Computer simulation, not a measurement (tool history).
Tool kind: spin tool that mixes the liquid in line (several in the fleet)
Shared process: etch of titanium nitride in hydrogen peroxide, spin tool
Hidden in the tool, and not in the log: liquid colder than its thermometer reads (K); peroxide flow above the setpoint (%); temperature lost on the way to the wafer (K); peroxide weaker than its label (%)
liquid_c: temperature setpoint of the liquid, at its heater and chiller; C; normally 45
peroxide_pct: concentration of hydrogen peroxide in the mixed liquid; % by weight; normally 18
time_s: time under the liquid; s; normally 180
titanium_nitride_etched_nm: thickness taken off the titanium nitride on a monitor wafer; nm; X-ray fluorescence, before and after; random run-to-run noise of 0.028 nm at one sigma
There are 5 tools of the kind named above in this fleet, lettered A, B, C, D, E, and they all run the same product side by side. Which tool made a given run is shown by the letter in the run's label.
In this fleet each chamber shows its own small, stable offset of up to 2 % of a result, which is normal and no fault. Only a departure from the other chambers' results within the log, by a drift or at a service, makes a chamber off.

run	day	liquid_c	peroxide_pct	time_s	hours since the thermometer was replaced	hours since the peroxide flow meter was replaced	hours since the heated supply line was repaired	hours since the drum of peroxide was connected	read-back film thickness of the titanium nitride reference wafer, read on the same gauge (nm)	titanium_nitride_etched_nm
1A	0.321	45	18	180	1234.6	341.5	1315	1012.9	60.012	4.7325
2C	0.625	45	18	180	723.7	147.3	389.1	203.2	59.995	4.7179
3B	0.912	45	18	180	1161	93.1	505.8	536	59.998	4.6797
4D	1.229	45	18	180	1718	1475.8	2354.7	905.1	60.007	4.7151
5E	1.725	45	18	180	873.7	1703.4	2017.3	417.8	60.002	4.8091
6B	2.017	45	18	180	1187.5	119.6	532.3	562.5	60.002	4.6607
# day 2.021: chamber A: new drum of peroxide connected
7C	2.479	45	18	180	768.2	191.8	433.6	247.7	60.016	4.6777
# day 2.504: chamber E: peroxide flow meter replaced
8A	2.925	45	18	180	1297.1	404	1377.5	21.7	59.993	4.7021
9D	3.367	45	14	245	1769.3	1527.1	2406	956.4	59.99	6.0411
10E	3.733	45	14	245	921.9	29.5	2065.5	466	60.013	6.1556
11E	4.125	45	14	245	931.3	38.9	2074.9	475.4	60.012	6.1798
12D	4.571	45	14	245	1798.2	1556	2434.9	985.3	60.001	6.0334
13A	4.958	45	14	245	1345.9	452.8	1426.3	70.5	60.015	6.0926
14C	5.462	45	18	180	839.8	263.4	505.2	319.3	60.012	4.7252
# day 5.588: chamber D: thermometer replaced
15B	5.762	45	18	180	1277.4	209.5	622.2	652.4	60.01	4.707
# day 5.988: chamber E: new drum of peroxide connected
16C	6.012	45	18	180	853	276.6	518.4	332.5	60.013	4.6787
17E	6.383	45	18	180	985.5	93.1	2129.1	9.5	60.016	4.773
18A	6.892	45	18	180	1392.3	499.2	1472.7	116.9	59.977	4.7297
# day 7.096: chamber A: peroxide flow meter replaced
19D	7.283	45	18	140	40.7	1621.1	2500	1050.4	59.996	3.6475
20B	7.571	45	18	140	1320.8	252.9	665.6	695.8	59.994	3.6213
21A	8.067	45	18	140	1420.5	23.3	1500.9	145.1	60.007	3.6764
# day 8.146: chamber D: new drum of peroxide connected
22E	8.604	45	18	140	1038.8	146.4	2182.4	62.8	60.007	3.6271
23B	8.858	45	18	140	1351.7	283.8	696.5	726.7	60.009	3.6519
24D	9.196	45	18	180	86.6	1667	2545.9	25.3	59.975	4.6685
25C	9.725	45	18	180	942.1	365.7	607.5	421.6	60.004	4.6884
26A	10.096	45	18	180	1469.2	72	1549.6	193.8	59.998	4.7488
# day 10.175: chamber B: new drum of peroxide connected
27D	10.642	45	18	180	121.3	1701.7	2580.6	60	60.031	4.742
28C	10.979	45	18	180	972.2	395.8	637.6	451.7	60.008	4.6665
29E	11.271	45	18	180	1102.8	210.4	2246.4	126.8	59.989	4.6552
30B	11.6	45	18	180	1417.5	349.6	762.3	34.2	60.022	4.7072
31B	12.133	39.5	23	180	1430.3	362.4	775.1	47	59.999	3.2363
32A	12.412	39.5	23	180	1524.8	127.6	1605.2	249.4	60.014	3.2503
33C	12.804	39.5	23	180	1016	439.6	681.4	495.5	59.997	3.2442
34E	13.279	39.5	23	180	1151	258.6	2294.6	175	60.003	3.1188
35D	13.696	39.5	23	180	194.6	1775	2653.9	133.3	60.017	3.275
36D	14.029	45	18	180	202.6	1783	2661.9	141.3	59.997	4.7264
37A	14.5	45	18	180	1574.9	177.7	1655.3	299.5	60.019	4.7309
38E	14.933	45	18	180	1190.7	298.3	2334.3	214.7	59.972	4.5069
39C	15.379	45	18	180	1077.8	501.4	743.2	557.3	60.01	4.6417
40B	15.825	45	18	180	1518.9	451	863.7	135.6	59.997	4.6829
41E	16.096	45	18	250	1218.6	326.2	2362.2	242.6	60.022	6.1688

Next, all 5 chambers run the settings below, one line each with question marks for the results. What does each chamber give?
42A	16.5	45	13	180						?
42B	16.5	45	13	180						?
42C	16.5	45	13	180						?
42D	16.5	45	13	180						?
42E	16.5	45	13	180						?

run	titanium_nitride_etched_nm
42A	4.436
42B	4.3682
42C	4.3631
42D	4.3895
42E	4.1473

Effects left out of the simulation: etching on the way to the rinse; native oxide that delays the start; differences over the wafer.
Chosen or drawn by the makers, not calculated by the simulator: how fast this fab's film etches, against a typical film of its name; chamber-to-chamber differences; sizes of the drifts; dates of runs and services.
